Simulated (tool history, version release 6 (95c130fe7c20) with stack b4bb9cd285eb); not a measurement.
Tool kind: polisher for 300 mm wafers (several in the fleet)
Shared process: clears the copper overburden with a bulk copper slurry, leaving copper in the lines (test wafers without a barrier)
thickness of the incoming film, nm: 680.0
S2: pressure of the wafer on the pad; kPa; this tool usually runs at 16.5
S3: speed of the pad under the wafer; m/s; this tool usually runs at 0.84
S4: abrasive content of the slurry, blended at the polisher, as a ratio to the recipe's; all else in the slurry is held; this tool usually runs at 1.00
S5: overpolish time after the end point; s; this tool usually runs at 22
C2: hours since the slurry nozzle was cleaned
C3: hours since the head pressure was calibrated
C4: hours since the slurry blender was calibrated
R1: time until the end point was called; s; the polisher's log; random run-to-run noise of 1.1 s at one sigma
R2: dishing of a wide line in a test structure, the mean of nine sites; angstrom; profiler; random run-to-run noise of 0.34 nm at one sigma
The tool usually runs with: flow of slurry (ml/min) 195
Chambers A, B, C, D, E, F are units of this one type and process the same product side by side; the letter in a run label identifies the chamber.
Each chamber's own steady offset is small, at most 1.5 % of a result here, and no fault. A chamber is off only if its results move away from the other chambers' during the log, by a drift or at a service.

Run 1F, hour 7.5: usual settings; wafers polished on this pad 247; C2 89.3; C3 879.5; C4 141.4. Result: R1 112.12 s, R2 309.78 angstrom.
Run 2B, hour 20.3: usual settings; wafers polished on this pad 360; C2 333.5; C3 104.7; C4 186.7. Result: R1 110.42 s, R2 309.48 angstrom.
Run 3D, hour 29.4: usual settings; wafers polished on this pad 480; C2 260.0; C3 48.6; C4 245.5. Result: R1 111.97 s, R2 312.55 angstrom.
At hour 35.4: chamber E: slurry blender recalibrated.
Run 4C, hour 36.8: usual settings; wafers polished on this pad 518; C2 145.2; C3 422.7; C4 291.6. Result: R1 109.89 s, R2 313.74 angstrom.
At hour 47.2: chamber C: worn pad replaced by a new one.
Run 5E, hour 48.8: usual settings; wafers polished on this pad 878; C2 96.2; C3 835.1; C4 13.4. Result: R1 111.75 s, R2 311.05 angstrom.
At hour 55.3: chamber A: worn pad replaced by a new one.
Run 6A, hour 58.4: usual settings; wafers polished on this pad 17; C2 288.6; C3 579.7; C4 182.1. Result: R1 111.16 s, R2 309.36 angstrom.
At hour 59.6: chamber B: worn pad replaced by a new one.
Run 7B, hour 66.4: usual settings; wafers polished on this pad 38; C2 379.6; C3 150.8; C4 232.8. Result: R1 111.13 s, R2 316.54 angstrom.
At hour 68.0: chamber E: worn pad replaced by a new one.
At hour 76.0: chamber D: worn pad replaced by a new one.
Run 8E, hour 78.0: usual settings; wafers polished on this pad 56; C2 125.4; C3 864.3; C4 42.6. Result: R1 111.80 s, R2 310.94 angstrom.
Run 9A, hour 87.0: usual settings; wafers polished on this pad 179; C2 317.2; C3 608.3; C4 210.7. Result: R1 111.59 s, R2 312.48 angstrom.
Run 10F, hour 94.2: usual settings but S2 13.1 kPa, S3 0.64 m/s; wafers polished on this pad 736; C2 176.0; C3 966.2; C4 228.1. Result: R1 184.37 s, R2 268.43 angstrom.
At hour 100.2: chamber A: slurry nozzle cleaned.
Run 11D, hour 103.8: usual settings but S2 13.1 kPa, S3 0.64 m/s; wafers polished on this pad 156; C2 334.4; C3 123.0; C4 319.9. Result: R1 185.68 s, R2 274.91 angstrom.
Run 12C, hour 116.5: usual settings but S2 13.1 kPa, S3 0.64 m/s; wafers polished on this pad 391; C2 224.9; C3 502.4; C4 371.3. Result: R1 182.18 s, R2 275.42 angstrom.
At hour 120.7: chamber D: slurry blender recalibrated.
Run 13A, hour 127.6: usual settings but S2 13.1 kPa, S3 0.64 m/s; wafers polished on this pad 407; C2 27.5; C3 648.9; C4 251.3. Result: R1 181.80 s, R2 273.75 angstrom.
At hour 128.3: chamber B: slurry blender recalibrated.
At hour 135.5: chamber F: slurry nozzle cleaned.
Run 14F, hour 140.2: usual settings but S2 13.1 kPa, S3 0.64 m/s; wafers polished on this pad 995; C2 4.7; C3 1012.2; C4 274.1. Result: R1 184.94 s, R2 276.03 angstrom.
At hour 142.8: chamber F: worn pad replaced by a new one.
At hour 143.2: chamber C: worn pad replaced by a new one.
At hour 143.2: chamber A: slurry blender recalibrated.
At hour 144.3: chamber C: slurry blender recalibrated.
Run 15C, hour 151.6: usual settings but S2 13.1 kPa, S3 0.64 m/s; wafers polished on this pad 47; C2 260.0; C3 537.5; C4 7.4. Result: R1 183.90 s, R2 277.28 angstrom.
Run 16B, hour 158.4: usual settings but S4 0.75, S5 31 s; wafers polished on this pad 557; C2 471.6; C3 242.8; C4 30.2. Result: R1 116.54 s, R2 323.30 angstrom.
At hour 159.1: chamber B: worn pad replaced by a new one.
At hour 161.3: chamber A: worn pad replaced by a new one.
At hour 162.2: chamber F: slurry blender recalibrated.
Run 17D, hour 169.7: usual settings but S4 0.75, S5 31 s; wafers polished on this pad 528; C2 400.3; C3 188.9; C4 49.1. Result: R1 116.75 s, R2 316.42 angstrom.
Run 18E, hour 176.3: usual settings but S4 0.75, S5 31 s; wafers polished on this pad 611; C2 223.7; C3 962.6; C4 140.9. Result: R1 116.43 s, R2 321.44 angstrom.
Run 19A, hour 187.2: usual settings but S4 0.75, S5 31 s; wafers polished on this pad 146; C2 87.1; C3 708.5; C4 44.0. Result: R1 115.80 s, R2 327.68 angstrom.
At hour 189.6: chamber B: slurry nozzle cleaned.
Run 20D, hour 193.8: usual settings but S4 0.75, S5 31 s; wafers polished on this pad 664; C2 424.4; C3 213.0; C4 73.2. Result: R1 118.43 s, R2 326.08 angstrom.
Run 21F, hour 205.9: usual settings but S4 0.75, S5 31 s; wafers polished on this pad 355; C2 70.4; C3 1077.9; C4 43.7. Result: R1 116.93 s, R2 319.14 angstrom.
At hour 206.3: chamber E: head pressure recalibrated.
At hour 215.0: chamber D: worn pad replaced by a new one.
Run 22E, hour 217.2: usual settings; wafers polished on this pad 841; C2 264.6; C3 10.9; C4 181.8. Result: R1 112.17 s, R2 314.91 angstrom.
Run 23C, hour 227.5: usual settings but S2 13.1 kPa, S3 1.04 m/s; wafers polished on this pad 475; C2 335.9; C3 613.4; C4 83.3. Result: R1 114.86 s, R2 298.59 angstrom.
At hour 234.7: chamber C: worn pad replaced by a new one.
Run 24B, hour 239.9: usual settings but S2 13.1 kPa, S3 1.04 m/s; wafers polished on this pad 456; C2 50.4; C3 324.3; C4 111.7. Result: R1 112.19 s, R2 306.96 angstrom.
Run 25B, hour 247.8: usual settings but S2 13.1 kPa, S3 1.04 m/s; wafers polished on this pad 500; C2 58.3; C3 332.2; C4 119.6. Result: R1 111.81 s, R2 307.49 angstrom.
At hour 253.2: chamber B: worn pad replaced by a new one.
At hour 256.2: chamber E: worn pad replaced by a new one.
Run 26D, hour 258.4: usual settings but S2 13.1 kPa, S3 1.04 m/s; wafers polished on this pad 244; C2 489.0; C3 277.6; C4 137.8. Result: R1 114.48 s, R2 301.51 angstrom.
Run 27C, hour 269.4: usual settings but S2 13.1 kPa, S3 1.04 m/s; wafers polished on this pad 195; C2 377.8; C3 655.3; C4 125.2. Result: R1 117.59 s, R2 301.95 angstrom.
At hour 277.0: chamber A: worn pad replaced by a new one.
Run 28F, hour 280.7: usual settings but S2 13.1 kPa, S3 1.04 m/s; wafers polished on this pad 777; C2 145.2; C3 1152.7; C4 118.5. Result: R1 113.21 s, R2 305.95 angstrom.
Run 29E, hour 290.3: usual settings; wafers polished on this pad 192; C2 337.7; C3 84.0; C4 254.9. Result: R1 112.98 s, R2 312.25 angstrom.
Run 30A, hour 299.3: usual settings; wafers polished on this pad 125; C2 199.2; C3 820.6; C4 156.1. Result: R1 111.67 s, R2 314.34 angstrom.
Run 31F, hour 312.7: usual settings; wafers polished on this pad 958; C2 177.2; C3 1184.7; C4 150.5. Result: R1 110.79 s, R2 308.33 angstrom.
At hour 319.3: chamber E: slurry blender recalibrated.
Run 32A, hour 325.1: usual settings; wafers polished on this pad 271; C2 225.0; C3 846.4; C4 181.9. Result: R1 111.43 s, R2 308.99 angstrom.
Run 33E, hour 334.9: usual settings; wafers polished on this pad 444; C2 382.3; C3 128.6; C4 15.7. Result: R1 111.67 s, R2 312.09 angstrom.
At hour 338.3: chamber B: worn pad replaced by a new one.
At hour 339.0: chamber C: worn pad replaced by a new one.
At hour 341.5: chamber F: worn pad replaced by a new one.
Run 34C, hour 342.3: usual settings; wafers polished on this pad 18; C2 450.7; C3 728.2; C4 198.1. Result: R1 121.65 s, R2 311.83 angstrom.
Run 35B, hour 352.5: usual settings; wafers polished on this pad 80; C2 163.0; C3 436.9; C4 224.3. Result: R1 109.18 s, R2 310.73 angstrom.
At hour 356.8: chamber D: worn pad replaced by a new one.
At hour 357.7: chamber F: slurry nozzle cleaned.
Run 36D, hour 360.3: usual settings; wafers polished on this pad 20; C2 590.9; C3 379.5; C4 239.7. Result: R1 110.88 s, R2 307.31 angstrom.
At hour 373.2: chamber A: worn pad replaced by a new one.
Run 37D, hour 373.2: usual settings; wafers polished on this pad 92; C2 603.8; C3 392.4; C4 252.6. Result: R1 112.04 s, R2 312.08 angstrom.
Run 38E, hour 379.7: usual settings; wafers polished on this pad 696; C2 427.1; C3 173.4; C4 60.5. Result: R1 111.86 s, R2 308.14 angstrom.
Run 39C, hour 389.4: usual settings; wafers polished on this pad 284; C2 497.8; C3 775.3; C4 245.2. Result: R1 121.83 s, R2 310.05 angstrom.
Run 40A, hour 395.9: usual settings; wafers polished on this pad 128; C2 295.8; C3 917.2; C4 252.7. Result: R1 113.44 s, R2 313.47 angstrom.
Run 41B, hour 404.2: usual settings; wafers polished on this pad 372; C2 214.7; C3 488.6; C4 276.0. Result: R1 109.75 s, R2 307.70 angstrom.
Run 42F, hour 416.5: usual settings; wafers polished on this pad 423; C2 58.9; C3 1288.5; C4 254.3. Result: R1 111.20 s, R2 316.76 angstrom.
At hour 418.4: chamber F: slurry blender recalibrated.
Run 43F, hour 429.5: usual settings; wafers polished on this pad 496; C2 71.9; C3 1301.5; C4 11.2. Result: R1 111.75 s, R2 315.97 angstrom.

Next, every chamber runs the same settings. What will each give?
Run 44A, hour 439.1: usual settings but S2 11.0 kPa. Result: R1 ?, R2 ?.
Run 44B, hour 439.1: usual settings but S2 11.0 kPa. Result: R1 ?, R2 ?.
Run 44C, hour 439.1: usual settings but S2 11.0 kPa. Result: R1 ?, R2 ?.
Run 44D, hour 439.1: usual settings but S2 11.0 kPa. Result: R1 ?, R2 ?.
Run 44E, hour 439.1: usual settings but S2 11.0 kPa. Result: R1 ?, R2 ?.
Run 44F, hour 439.1: usual settings but S2 11.0 kPa. Result: R1 ?, R2 ?.

run      R1      R2
44A  167.98  277.75
44B  163.92  283.27
44C  184.19  266.95
44D  166.73  280.76
44E  167.32  271.32
44F  164.87  275.68
